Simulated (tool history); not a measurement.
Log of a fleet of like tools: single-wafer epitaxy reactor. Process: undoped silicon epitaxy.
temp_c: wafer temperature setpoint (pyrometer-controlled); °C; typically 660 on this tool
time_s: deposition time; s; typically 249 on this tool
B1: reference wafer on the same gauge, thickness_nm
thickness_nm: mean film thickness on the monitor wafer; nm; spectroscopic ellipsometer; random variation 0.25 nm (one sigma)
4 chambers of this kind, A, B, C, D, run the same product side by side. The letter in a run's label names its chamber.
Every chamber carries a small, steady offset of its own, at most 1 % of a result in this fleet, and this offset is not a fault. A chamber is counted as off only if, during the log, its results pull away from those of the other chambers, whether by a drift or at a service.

{"run": "1B", "day": 0.267, "temp_c": 660, "time_s": 249, "B1": 47.027, "thickness_nm": 52.04}
{"run": "2A", "day": 0.479, "temp_c": 660, "time_s": 249, "B1": 46.987, "thickness_nm": 51.702}
{"run": "3C", "day": 0.767, "temp_c": 660, "time_s": 249, "B1": 47.03, "thickness_nm": 51.847}
{"run": "4D", "day": 0.971, "temp_c": 660, "time_s": 249, "B1": 46.989, "thickness_nm": 52.074}
{"run": "5D", "day": 1.254, "temp_c": 660, "time_s": 249, "B1": 46.978, "thickness_nm": 51.921}
{"run": "6B", "day": 1.496, "temp_c": 648, "time_s": 284, "B1": 47.054, "thickness_nm": 45.313}
{"run": "7C", "day": 1.721, "temp_c": 648, "time_s": 284, "B1": 47.024, "thickness_nm": 45.291}
{"run": "8A", "day": 1.867, "temp_c": 648, "time_s": 284, "B1": 47.017, "thickness_nm": 45.519}
{"run": "9A", "day": 2.15, "temp_c": 648, "time_s": 284, "B1": 47.064, "thickness_nm": 45.878}
{"run": "10B", "day": 2.371, "temp_c": 660, "time_s": 249, "B1": 46.998, "thickness_nm": 51.714}
{"run": "11C", "day": 2.654, "temp_c": 660, "time_s": 249, "B1": 46.939, "thickness_nm": 51.402}
{"run": "12D", "day": 2.808, "temp_c": 660, "time_s": 249, "B1": 47.011, "thickness_nm": 51.711}
{"run": "13A", "day": 2.938, "temp_c": 660, "time_s": 249, "B1": 47.003, "thickness_nm": 51.604}
{"day": 3.092, "done": "chamber A: pyrometer calibrated"}
{"run": "14B", "day": 3.104, "temp_c": 660, "time_s": 249, "B1": 46.941, "thickness_nm": 51.463}
{"run": "15D", "day": 3.288, "temp_c": 660, "time_s": 249, "B1": 47.033, "thickness_nm": 51.493}
{"run": "16C", "day": 3.542, "temp_c": 654, "time_s": 268, "B1": 47.031, "thickness_nm": 49.097}
{"run": "17B", "day": 3.679, "temp_c": 654, "time_s": 268, "B1": 46.977, "thickness_nm": 48.796}
{"run": "18C", "day": 3.904, "temp_c": 654, "time_s": 268, "B1": 47.026, "thickness_nm": 48.574}
{"run": "19A", "day": 4.038, "temp_c": 654, "time_s": 268, "B1": 46.994, "thickness_nm": 51.507}
{"run": "20D", "day": 4.188, "temp_c": 660, "time_s": 249, "B1": 46.929, "thickness_nm": 51.546}
{"run": "21B", "day": 4.462, "temp_c": 660, "time_s": 249, "B1": 46.989, "thickness_nm": 51.871}
{"run": "22C", "day": 4.625, "temp_c": 660, "time_s": 249, "B1": 47.019, "thickness_nm": 51.227}
{"run": "23A", "day": 4.846, "temp_c": 660, "time_s": 249, "B1": 47.027, "thickness_nm": 54.514}
{"run": "24D", "day": 5.025, "temp_c": 660, "time_s": 249, "B1": 46.963, "thickness_nm": 51.51}
{"run": "25D", "day": 5.158, "temp_c": 660, "time_s": 249, "B1": 46.955, "thickness_nm": 52.307}
{"run": "26A", "day": 5.362, "temp_c": 660, "time_s": 249, "B1": 47.016, "thickness_nm": 54.074}
{"run": "27B", "day": 5.554, "temp_c": 660, "time_s": 249, "B1": 46.998, "thickness_nm": 51.689}
{"run": "28C", "day": 5.821, "temp_c": 660, "time_s": 249, "B1": 47.004, "thickness_nm": 52.096}
{"run": "29B", "day": 6.062, "temp_c": 660, "time_s": 249, "B1": 47.072, "thickness_nm": 51.665}

Is one chamber out of step, is the gauge drifting, or do the chambers differ by no more than their own small offsets? For an off chamber, give its letter and the likeliest cause.

After it was serviced, chamber A no longer matches the other chambers.
Most likely cause: wafer temperature above the value expected at the setpoint (K) = 2.39.

Which of the 4 candidates below, each the usual settings with something changed and its results left as question marks, puts chamber A back in line with what the other chambers give on the usual settings?
Counts as in line when no further than this from what the other chambers average on the usual settings: thickness_nm 0.890 nm
{"run": "30A-1", "day": 6.271, "temp_c": 658, "time_s": 249, "thickness_nm": "?"}
{"run": "30A-2", "day": 6.271, "temp_c": 662, "time_s": 252, "thickness_nm": "?"}
{"run": "30A-3", "day": 6.271, "temp_c": 661, "time_s": 249, "thickness_nm": "?"}
{"run": "30A-4", "day": 6.271, "temp_c": 659, "time_s": 249, "thickness_nm": "?"}

On the usual settings, the other chambers give on average: thickness_nm 51.720 nm
run=30A-1 thickness_nm=52.165
run=30A-2 thickness_nm=57.396
run=30A-3 thickness_nm=55.543
run=30A-4 thickness_nm=53.270
The answer is 30A-1, which returns the chamber to within the allowed miss of the others.

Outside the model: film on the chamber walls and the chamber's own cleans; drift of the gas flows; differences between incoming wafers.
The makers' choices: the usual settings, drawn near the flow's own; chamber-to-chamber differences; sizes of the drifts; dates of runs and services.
